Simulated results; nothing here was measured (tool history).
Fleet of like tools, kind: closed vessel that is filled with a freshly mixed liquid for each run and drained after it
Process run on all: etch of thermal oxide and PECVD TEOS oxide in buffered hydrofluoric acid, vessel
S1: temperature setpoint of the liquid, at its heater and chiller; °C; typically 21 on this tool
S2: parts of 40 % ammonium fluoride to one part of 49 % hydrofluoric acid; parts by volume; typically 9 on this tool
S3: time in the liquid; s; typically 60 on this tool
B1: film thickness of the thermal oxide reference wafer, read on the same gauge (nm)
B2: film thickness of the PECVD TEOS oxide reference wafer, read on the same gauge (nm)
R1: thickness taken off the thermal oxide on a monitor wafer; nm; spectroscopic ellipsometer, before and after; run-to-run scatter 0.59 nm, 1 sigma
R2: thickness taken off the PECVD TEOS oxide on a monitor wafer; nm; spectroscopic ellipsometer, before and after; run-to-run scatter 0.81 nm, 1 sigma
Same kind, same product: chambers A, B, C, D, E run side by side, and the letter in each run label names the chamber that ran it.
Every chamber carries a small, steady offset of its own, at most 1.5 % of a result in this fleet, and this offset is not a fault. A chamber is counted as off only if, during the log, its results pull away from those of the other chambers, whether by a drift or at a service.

run 1D hour=3.3 | S1=21 S2=9 S3=60 | B1=109.99 B2=100 | R1=66.4 R2=152.74
run 2E hour=8.3 | S1=21 S2=9 S3=60 | B1=109.98 B2=99.984 | R1=67.177 R2=149.97
run 3C hour=12 | S1=21 S2=9 S3=60 | B1=109.97 B2=100.04 | R1=66.36 R2=151.28
run 4A hour=16.2 | S1=21 S2=9 S3=60 | B1=110.05 B2=99.98 | R1=67.32 R2=150.5
run 5B hour=20.5 | S1=21 S2=9 S3=60 | B1=109.96 B2=100.04 | R1=66.011 R2=148.02
run 6D hour=22.8 | S1=21 S2=9 S3=60 | B1=110.01 B2=100.04 | R1=66.925 R2=151.48
run 7C hour=25 | S1=21 S2=9 S3=60 | B1=109.98 B2=100 | R1=66.592 R2=151.24
run 8E hour=28.9 | S1=21 S2=9 S3=60 | B1=110.02 B2=99.987 | R1=67.274 R2=150.91
run 9B hour=32.6 | S1=21 S2=9 S3=60 | B1=110.02 B2=99.997 | R1=66.875 R2=148.03
run 10A hour=36.2 | S1=21 S2=9 S3=60 | B1=109.98 B2=100.01 | R1=67.001 R2=151.12
run 11C hour=39.2 | S1=21 S2=9 S3=60 | B1=109.95 B2=99.99 | R1=66.84 R2=151.5
run 12B hour=42.4 | S1=21 S2=9 S3=60 | B1=109.97 B2=100.01 | R1=67.021 R2=147.34
run 13D hour=44.9 | S1=21 S2=9 S3=60 | B1=110 B2=100.01 | R1=66.943 R2=151.86
run 14A hour=47.7 | S1=21 S2=9 S3=60 | B1=110.03 B2=99.97 | R1=67.633 R2=151.32
run 15E hour=51.9 | S1=21 S2=9 S3=60 | B1=109.97 B2=100.02 | R1=67.122 R2=148.52
run 16A hour=56.6 | S1=21 S2=9 S3=60 | B1=109.97 B2=100.01 | R1=69.064 R2=149.63
run 17E hour=59 | S1=21 S2=9 S3=60 | B1=110.02 B2=99.981 | R1=67.357 R2=149.08
run 18D hour=61.4 | S1=21 S2=9 S3=60 | B1=110.05 B2=100.01 | R1=66.774 R2=150.35
run 19C hour=65.3 | S1=21 S2=10.5 S3=90 | B1=110 B2=99.993 | R1=88.366 R2=203.97
run 20B hour=68.1 | S1=21 S2=10.5 S3=90 | B1=110.03 B2=99.961 | R1=91.497 R2=195.66
run 21C hour=72.9 | S1=21 S2=10.5 S3=90 | B1=109.99 B2=99.988 | R1=89.738 R2=202.44
run 22A hour=77.7 | S1=21 S2=10.5 S3=90 | B1=109.96 B2=100.04 | R1=90.749 R2=201.63
run 23D hour=81.1 | S1=21 S2=10.5 S3=90 | B1=110 B2=99.993 | R1=90.49 R2=201.5
run 24E hour=86 | S1=21 S2=9 S3=50 | B1=109.98 B2=100.06 | R1=56.522 R2=123.21
run 25B hour=88.7 | S1=21 S2=9 S3=50 | B1=110.01 B2=99.987 | R1=55.432 R2=123.85
run 26C hour=93.6 | S1=21 S2=9 S3=50 | B1=110.04 B2=100.02 | R1=53.969 R2=125.87
run 27D hour=95.8 | S1=21 S2=9 S3=50 | B1=110 B2=100.01 | R1=55.634 R2=127.02
run 28E hour=98.5 | S1=21 S2=9 S3=50 | B1=109.97 B2=99.98 | R1=55.704 R2=125.23
run 29B hour=101.6 | S1=21 S2=9 S3=60 | B1=110.04 B2=100 | R1=66.239 R2=147.56
run 30A hour=105.7 | S1=21 S2=9 S3=60 | B1=110 B2=99.991 | R1=67.68 R2=150.56
run 31B hour=109.2 | S1=24.5 S2=9 S3=75 | B1=110.02 B2=100.04 | R1=100.3 R2=224.17
run 32A hour=111.6 | S1=24.5 S2=9 S3=75 | B1=110 B2=99.98 | R1=101.05 R2=226.26

All 5 chambers run these settings next. Forecast each chamber's results:
run 33A hour=115.2 | S1=21 S2=9 S3=70 | R1=? R2=?
run 33B hour=115.2 | S1=21 S2=9 S3=70 | R1=? R2=?
run 33C hour=115.2 | S1=21 S2=9 S3=70 | R1=? R2=?
run 33D hour=115.2 | S1=21 S2=9 S3=70 | R1=? R2=?
run 33E hour=115.2 | S1=21 S2=9 S3=70 | R1=? R2=?

run=33A R1=79.364 R2=175.23
run=33B R1=78.786 R2=172.03
run=33C R1=77.226 R2=174.45
run=33D R1=78.369 R2=176.73
run=33E R1=78.09 R2=174.51
